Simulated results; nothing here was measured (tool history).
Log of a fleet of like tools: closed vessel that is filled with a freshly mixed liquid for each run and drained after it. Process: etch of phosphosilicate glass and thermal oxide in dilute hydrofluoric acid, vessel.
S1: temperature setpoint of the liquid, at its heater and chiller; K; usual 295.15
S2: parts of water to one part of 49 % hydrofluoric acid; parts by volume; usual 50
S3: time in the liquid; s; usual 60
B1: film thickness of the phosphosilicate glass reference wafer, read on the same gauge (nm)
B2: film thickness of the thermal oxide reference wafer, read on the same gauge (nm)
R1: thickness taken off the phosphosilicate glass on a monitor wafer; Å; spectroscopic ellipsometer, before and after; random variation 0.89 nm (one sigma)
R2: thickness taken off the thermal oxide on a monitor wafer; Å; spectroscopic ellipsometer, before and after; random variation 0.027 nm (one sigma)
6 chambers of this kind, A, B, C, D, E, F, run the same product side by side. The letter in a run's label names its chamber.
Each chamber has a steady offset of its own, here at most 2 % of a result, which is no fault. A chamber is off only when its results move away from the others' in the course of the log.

run 1F hour=12 | S1=295.15 S2=50 S3=60 | B1=29.981 B2=99.999 | R1=976.27 R2=57.402
run 2A hour=18.5 | S1=295.15 S2=50 S3=60 | B1=30.009 B2=100.01 | R1=1004.1 R2=55.897
run 3B hour=28.8 | S1=295.15 S2=50 S3=60 | B1=29.991 B2=100.02 | R1=992.41 R2=55.99
run 4D hour=36.6 | S1=295.15 S2=50 S3=60 | B1=29.993 B2=100.02 | R1=987.48 R2=55.515
run 5C hour=43.4 | S1=295.15 S2=50 S3=60 | B1=30.036 B2=99.979 | R1=990.58 R2=55.616
run 6E hour=53.9 | S1=295.15 S2=50 S3=60 | B1=30.003 B2=100 | R1=969.26 R2=56.481
run 7A hour=59.8 | S1=295.15 S2=50 S3=60 | B1=30.017 B2=99.998 | R1=1005.1 R2=55.902
run 8F hour=70.9 | S1=295.15 S2=50 S3=60 | B1=30.011 B2=100.01 | R1=980.71 R2=57.055
run 9B hour=79.3 | S1=295.15 S2=50 S3=60 | B1=30.009 B2=100.01 | R1=982.16 R2=56.092
run 10C hour=90.9 | S1=295.15 S2=50 S3=60 | B1=29.976 B2=100 | R1=985.39 R2=56.23
run 11E hour=99.7 | S1=295.15 S2=50 S3=60 | B1=30.025 B2=100.01 | R1=971.61 R2=56.511
-- hour=101.2 chamber C: thermometer replaced
run 12D hour=107.4 | S1=295.15 S2=50 S3=60 | B1=29.998 B2=99.998 | R1=979.96 R2=56.25
run 13C hour=117.5 | S1=295.15 S2=50 S3=60 | B1=29.998 B2=99.985 | R1=990.39 R2=56.143
run 14D hour=130.4 | S1=295.15 S2=50 S3=60 | B1=29.977 B2=100.01 | R1=994.79 R2=55.775
run 15F hour=137.5 | S1=295.15 S2=50 S3=60 | B1=30.027 B2=99.987 | R1=972.19 R2=56.607
run 16A hour=145.3 | S1=295.15 S2=50 S3=60 | B1=30.03 B2=99.993 | R1=1006.8 R2=55.709
run 17E hour=154.5 | S1=295.15 S2=30 S3=85 | B1=29.995 B2=100 | R1=2376.2 R2=136.22
run 18B hour=167.1 | S1=295.15 S2=30 S3=85 | B1=29.999 B2=99.977 | R1=2350 R2=135.46
run 19D hour=178.5 | S1=295.15 S2=30 S3=85 | B1=30.003 B2=100.01 | R1=2376.5 R2=132.65
run 20B hour=191.7 | S1=295.15 S2=30 S3=85 | B1=29.989 B2=100.03 | R1=2388.3 R2=136.36
run 21F hour=199 | S1=295.15 S2=30 S3=85 | B1=30.011 B2=100.01 | R1=2367.7 R2=139.56
run 22C hour=212.2 | S1=295.15 S2=30 S3=85 | B1=29.991 B2=100.02 | R1=2391.1 R2=136.36
run 23E hour=218.7 | S1=295.15 S2=50 S3=60 | B1=29.98 B2=99.999 | R1=980.48 R2=56.119
run 24A hour=226 | S1=295.15 S2=50 S3=60 | B1=30.025 B2=100.02 | R1=1027.8 R2=55.667
run 25E hour=234 | S1=293.15 S2=50 S3=60 | B1=30.026 B2=99.996 | R1=899.48 R2=51.857
run 26B hour=240.6 | S1=293.15 S2=50 S3=60 | B1=29.997 B2=100.01 | R1=913.78 R2=51.785
run 27F hour=246.7 | S1=293.15 S2=50 S3=60 | B1=30.001 B2=100.01 | R1=899.51 R2=52.28
run 28D hour=253.1 | S1=293.15 S2=50 S3=60 | B1=29.984 B2=99.976 | R1=907.44 R2=51.19
run 29C hour=259.1 | S1=293.15 S2=50 S3=60 | B1=29.988 B2=99.986 | R1=898.73 R2=51.34
-- hour=263 chamber A: hydrofluoric acid flow meter replaced
run 30A hour=267 | S1=293.15 S2=50 S3=60 | B1=29.991 B2=99.987 | R1=925.8 R2=51.199
run 31B hour=279.1 | S1=295.15 S2=50 S3=60 | B1=30.004 B2=99.994 | R1=981.15 R2=56.388
run 32E hour=288.1 | S1=295.15 S2=50 S3=60 | B1=29.984 B2=100.02 | R1=968.84 R2=56.248
run 33C hour=300 | S1=295.15 S2=50 S3=60 | B1=29.999 B2=99.99 | R1=983.36 R2=56.019
run 34A hour=310.9 | S1=291.15 S2=50 S3=80 | B1=30.002 B2=99.999 | R1=1140.4 R2=62.928
run 35D hour=317.4 | S1=291.15 S2=50 S3=80 | B1=29.984 B2=99.999 | R1=1113.4 R2=62.812
run 36F hour=326.5 | S1=291.15 S2=50 S3=80 | B1=29.987 B2=99.993 | R1=1111.9 R2=63.961
run 37C hour=334.5 | S1=291.15 S2=50 S3=80 | B1=30.025 B2=99.991 | R1=1085.5 R2=62.98
run 38A hour=344.7 | S1=291.15 S2=50 S3=80 | B1=30.012 B2=100.01 | R1=1117.8 R2=62.79
run 39B hour=352.3 | S1=291.15 S2=50 S3=80 | B1=29.997 B2=99.983 | R1=1105.6 R2=63.474
run 40D hour=359.3 | S1=295.15 S2=50 S3=60 | B1=30.003 B2=100 | R1=987.03 R2=56.001

Next, every chamber runs the same settings. What will each give?
run 41A hour=368.8 | S1=297.65 S2=50 S3=60 | R1=? R2=?
run 41B hour=368.8 | S1=297.65 S2=50 S3=60 | R1=? R2=?
run 41C hour=368.8 | S1=297.65 S2=50 S3=60 | R1=? R2=?
run 41D hour=368.8 | S1=297.65 S2=50 S3=60 | R1=? R2=?
run 41E hour=368.8 | S1=297.65 S2=50 S3=60 | R1=? R2=?
run 41F hour=368.8 | S1=297.65 S2=50 S3=60 | R1=? R2=?

run=41A R1=1098.7 R2=62.391
run=41B R1=1087.8 R2=62.676
run=41C R1=1083.7 R2=62.429
run=41D R1=1075.2 R2=62.207
run=41E R1=1082.7 R2=62.47
run=41F R1=1084.8 R2=62.98
